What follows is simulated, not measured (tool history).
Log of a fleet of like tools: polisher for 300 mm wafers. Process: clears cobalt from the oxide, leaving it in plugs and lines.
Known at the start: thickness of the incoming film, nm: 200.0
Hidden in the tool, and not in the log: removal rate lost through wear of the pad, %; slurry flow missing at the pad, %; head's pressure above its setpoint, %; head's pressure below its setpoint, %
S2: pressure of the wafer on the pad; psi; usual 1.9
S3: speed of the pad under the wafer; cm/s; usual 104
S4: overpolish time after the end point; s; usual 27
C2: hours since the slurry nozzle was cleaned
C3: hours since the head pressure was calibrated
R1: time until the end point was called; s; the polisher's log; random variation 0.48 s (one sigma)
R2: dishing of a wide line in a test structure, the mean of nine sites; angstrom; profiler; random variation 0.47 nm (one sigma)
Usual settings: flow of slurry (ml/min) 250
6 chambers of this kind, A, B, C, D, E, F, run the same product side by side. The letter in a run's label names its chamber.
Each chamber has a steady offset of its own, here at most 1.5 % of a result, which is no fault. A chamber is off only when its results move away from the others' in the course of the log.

-- day=0.104 chamber A: worn pad replaced by a new one
-- day=0.125 chamber F: head pressure recalibrated
run 1F day=0.533 | flow_of_slurry_(ml/min)=250 S2=1.9 S3=104 S4=27 | wafers_polished_on_this_pad=426 C2=375.6 C3=9.8 | R1=39.883 R2=449.06
-- day=0.688 chamber B: head pressure recalibrated
run 2C day=0.846 | flow_of_slurry_(ml/min)=250 S2=1.9 S3=104 S4=27 | wafers_polished_on_this_pad=821 C2=103.7 C3=345.4 | R1=40.100 R2=457.92
-- day=1.158 chamber D: head pressure recalibrated
run 3D day=1.238 | flow_of_slurry_(ml/min)=250 S2=1.9 S3=104 S4=27 | wafers_polished_on_this_pad=1487 C2=466.7 C3=1.9 | R1=39.896 R2=467.14
run 4E day=1.558 | flow_of_slurry_(ml/min)=250 S2=1.9 S3=104 S4=27 | wafers_polished_on_this_pad=807 C2=104.5 C3=682.7 | R1=39.597 R2=455.85
-- day=1.771 chamber D: worn pad replaced by a new one
-- day=1.846 chamber C: worn pad replaced by a new one
run 5A day=2.000 | flow_of_slurry_(ml/min)=250 S2=1.9 S3=104 S4=27 | wafers_polished_on_this_pad=550 C2=356.2 C3=1016.7 | R1=41.074 R2=454.86
run 6B day=2.421 | flow_of_slurry_(ml/min)=250 S2=1.9 S3=104 S4=27 | wafers_polished_on_this_pad=784 C2=259.1 C3=41.6 | R1=40.165 R2=463.19
run 7F day=2.942 | flow_of_slurry_(ml/min)=250 S2=1.9 S3=104 S4=27 | wafers_polished_on_this_pad=1124 C2=433.4 C3=67.6 | R1=39.638 R2=451.19
-- day=2.967 chamber B: worn pad replaced by a new one
run 8C day=3.446 | flow_of_slurry_(ml/min)=250 S2=1.9 S3=104 S4=27 | wafers_polished_on_this_pad=464 C2=166.1 C3=407.8 | R1=39.597 R2=448.82
-- day=3.575 chamber E: worn pad replaced by a new one
run 9B day=3.762 | flow_of_slurry_(ml/min)=250 S2=1.9 S3=104 S4=27 | wafers_polished_on_this_pad=231 C2=291.3 C3=73.8 | R1=39.925 R2=452.90
run 10A day=4.233 | flow_of_slurry_(ml/min)=250 S2=1.9 S3=104 S4=27 | wafers_polished_on_this_pad=1197 C2=409.8 C3=1070.3 | R1=39.998 R2=450.08
run 11D day=4.667 | flow_of_slurry_(ml/min)=250 S2=1.9 S3=104 S4=27 | wafers_polished_on_this_pad=840 C2=549.0 C3=84.2 | R1=39.180 R2=453.20
-- day=4.717 chamber F: worn pad replaced by a new one
run 12E day=5.117 | flow_of_slurry_(ml/min)=250 S2=1.9 S3=104 S4=27 | wafers_polished_on_this_pad=447 C2=189.9 C3=768.1 | R1=40.089 R2=462.34
-- day=5.238 chamber A: worn pad replaced by a new one
run 13D day=5.350 | flow_of_slurry_(ml/min)=250 S2=1.9 S3=104 S4=27 | wafers_polished_on_this_pad=1038 C2=565.4 C3=100.6 | R1=39.747 R2=459.01
run 14B day=5.746 | flow_of_slurry_(ml/min)=250 S2=1.9 S3=104 S4=27 | wafers_polished_on_this_pad=807 C2=338.9 C3=121.4 | R1=39.815 R2=461.29
-- day=5.783 chamber B: worn pad replaced by a new one
-- day=6.012 chamber C: worn pad replaced by a new one
run 15A day=6.133 | flow_of_slurry_(ml/min)=250 S2=1.9 S3=104 S4=27 | wafers_polished_on_this_pad=259 C2=455.4 C3=1115.9 | R1=40.221 R2=455.47
-- day=6.592 chamber D: slurry nozzle cleaned
run 16C day=6.658 | flow_of_slurry_(ml/min)=250 S2=1.9 S3=104 S4=27 | wafers_polished_on_this_pad=187 C2=243.2 C3=484.9 | R1=39.699 R2=453.83
-- day=6.750 chamber D: worn pad replaced by a new one
run 17F day=7.096 | flow_of_slurry_(ml/min)=250 S2=1.4 S3=138 S4=27 | wafers_polished_on_this_pad=690 C2=533.1 C3=167.3 | R1=41.524 R2=441.69
run 18E day=7.617 | flow_of_slurry_(ml/min)=250 S2=1.4 S3=138 S4=27 | wafers_polished_on_this_pad=1172 C2=249.9 C3=828.1 | R1=41.317 R2=456.33
-- day=7.871 chamber E: worn pad replaced by a new one
run 19F day=7.983 | flow_of_slurry_(ml/min)=250 S2=1.4 S3=138 S4=27 | wafers_polished_on_this_pad=947 C2=554.4 C3=188.6 | R1=40.476 R2=459.04
-- day=8.196 chamber B: slurry nozzle cleaned
run 20E day=8.488 | flow_of_slurry_(ml/min)=250 S2=1.4 S3=138 S4=27 | wafers_polished_on_this_pad=178 C2=270.8 C3=849.0 | R1=42.586 R2=458.16
-- day=8.771 chamber B: worn pad replaced by a new one
run 21D day=8.812 | flow_of_slurry_(ml/min)=250 S2=1.4 S3=138 S4=27 | wafers_polished_on_this_pad=599 C2=53.3 C3=183.7 | R1=40.228 R2=451.50
run 22A day=9.325 | flow_of_slurry_(ml/min)=250 S2=1.4 S3=138 S4=27 | wafers_polished_on_this_pad=1185 C2=532.0 C3=1192.5 | R1=40.786 R2=453.46
-- day=9.562 chamber F: worn pad replaced by a new one
-- day=9.667 chamber C: worn pad replaced by a new one
-- day=9.692 chamber A: worn pad replaced by a new one
run 23C day=9.812 | flow_of_slurry_(ml/min)=250 S2=1.9 S3=104 S4=27 | wafers_polished_on_this_pad=43 C2=318.9 C3=560.6 | R1=39.748 R2=459.48
run 24B day=10.129 | flow_of_slurry_(ml/min)=250 S2=1.9 S3=104 S4=27 | wafers_polished_on_this_pad=394 C2=46.4 C3=226.6 | R1=40.921 R2=458.90
run 25D day=10.438 | flow_of_slurry_(ml/min)=250 S2=1.9 S3=104 S4=27 | wafers_polished_on_this_pad=1070 C2=92.3 C3=222.7 | R1=39.878 R2=468.41
run 26E day=10.692 | flow_of_slurry_(ml/min)=250 S2=1.9 S3=104 S4=27 | wafers_polished_on_this_pad=818 C2=323.7 C3=901.9 | R1=40.333 R2=459.07
run 27B day=11.208 | flow_of_slurry_(ml/min)=250 S2=1.9 S3=104 S4=27 | wafers_polished_on_this_pad=707 C2=72.3 C3=252.5 | R1=40.489 R2=466.69
-- day=11.367 chamber D: worn pad replaced by a new one
run 28C day=11.600 | flow_of_slurry_(ml/min)=250 S2=1.9 S3=104 S4=27 | wafers_polished_on_this_pad=561 C2=361.8 C3=603.5 | R1=39.607 R2=462.73
run 29A day=11.883 | flow_of_slurry_(ml/min)=250 S2=1.9 S3=104 S4=27 | wafers_polished_on_this_pad=636 C2=593.4 C3=1253.9 | R1=39.829 R2=454.84
-- day=12.292 chamber B: worn pad replaced by a new one
run 30F day=12.354 | flow_of_slurry_(ml/min)=250 S2=1.9 S3=104 S4=27 | wafers_polished_on_this_pad=810 C2=659.3 C3=293.5 | R1=39.873 R2=460.70
-- day=12.375 chamber E: worn pad replaced by a new one
run 31F day=12.796 | flow_of_slurry_(ml/min)=250 S2=1.9 S3=104 S4=27 | wafers_polished_on_this_pad=938 C2=669.9 C3=304.1 | R1=39.255 R2=456.26
-- day=13.021 chamber E: slurry nozzle cleaned
run 32B day=13.092 | flow_of_slurry_(ml/min)=250 S2=1.5 S3=104 S4=27 | wafers_polished_on_this_pad=232 C2=117.5 C3=297.7 | R1=50.839 R2=437.04
run 33A day=13.358 | flow_of_slurry_(ml/min)=250 S2=1.5 S3=104 S4=27 | wafers_polished_on_this_pad=1064 C2=628.8 C3=1289.3 | R1=50.918 R2=438.49
run 34E day=13.638 | flow_of_slurry_(ml/min)=250 S2=1.5 S3=104 S4=27 | wafers_polished_on_this_pad=366 C2=14.9 C3=972.6 | R1=50.507 R2=430.64
-- day=13.733 chamber C: worn pad replaced by a new one
-- day=14.067 chamber A: worn pad replaced by a new one
run 35D day=14.112 | flow_of_slurry_(ml/min)=250 S2=1.5 S3=104 S4=27 | wafers_polished_on_this_pad=796 C2=180.5 C3=310.9 | R1=51.124 R2=440.52
run 36C day=14.421 | flow_of_slurry_(ml/min)=250 S2=1.5 S3=104 S4=27 | wafers_polished_on_this_pad=200 C2=429.5 C3=671.2 | R1=51.074 R2=431.76
run 37D day=14.696 | flow_of_slurry_(ml/min)=250 S2=1.5 S3=104 S4=27 | wafers_polished_on_this_pad=965 C2=194.5 C3=324.9 | R1=50.037 R2=435.05
-- day=15.067 chamber B: worn pad replaced by a new one
run 38E day=15.092 | flow_of_slurry_(ml/min)=250 S2=2.4 S3=136 S4=27 | wafers_polished_on_this_pad=788 C2=49.8 C3=1007.5 | R1=25.021 R2=487.81
-- day=15.171 chamber C: slurry nozzle cleaned
run 39C day=15.375 | flow_of_slurry_(ml/min)=250 S2=2.4 S3=136 S4=27 | wafers_polished_on_this_pad=476 C2=5.0 C3=694.1 | R1=23.688 R2=481.87
run 40B day=15.658 | flow_of_slurry_(ml/min)=250 S2=2.4 S3=136 S4=27 | wafers_polished_on_this_pad=171 C2=179.1 C3=359.3 | R1=24.019 R2=486.10
-- day=15.838 chamber A: head pressure recalibrated
run 41A day=15.971 | flow_of_slurry_(ml/min)=250 S2=2.4 S3=136 S4=27 | wafers_polished_on_this_pad=552 C2=691.5 C3=3.3 | R1=23.981 R2=478.98

Is one chamber off against the others, does the gauge drift, or is nothing wrong? If a chamber is off, say which, and what the likeliest cause is.

No chamber stands off beyond its own small offset, and the gauge holds steady.

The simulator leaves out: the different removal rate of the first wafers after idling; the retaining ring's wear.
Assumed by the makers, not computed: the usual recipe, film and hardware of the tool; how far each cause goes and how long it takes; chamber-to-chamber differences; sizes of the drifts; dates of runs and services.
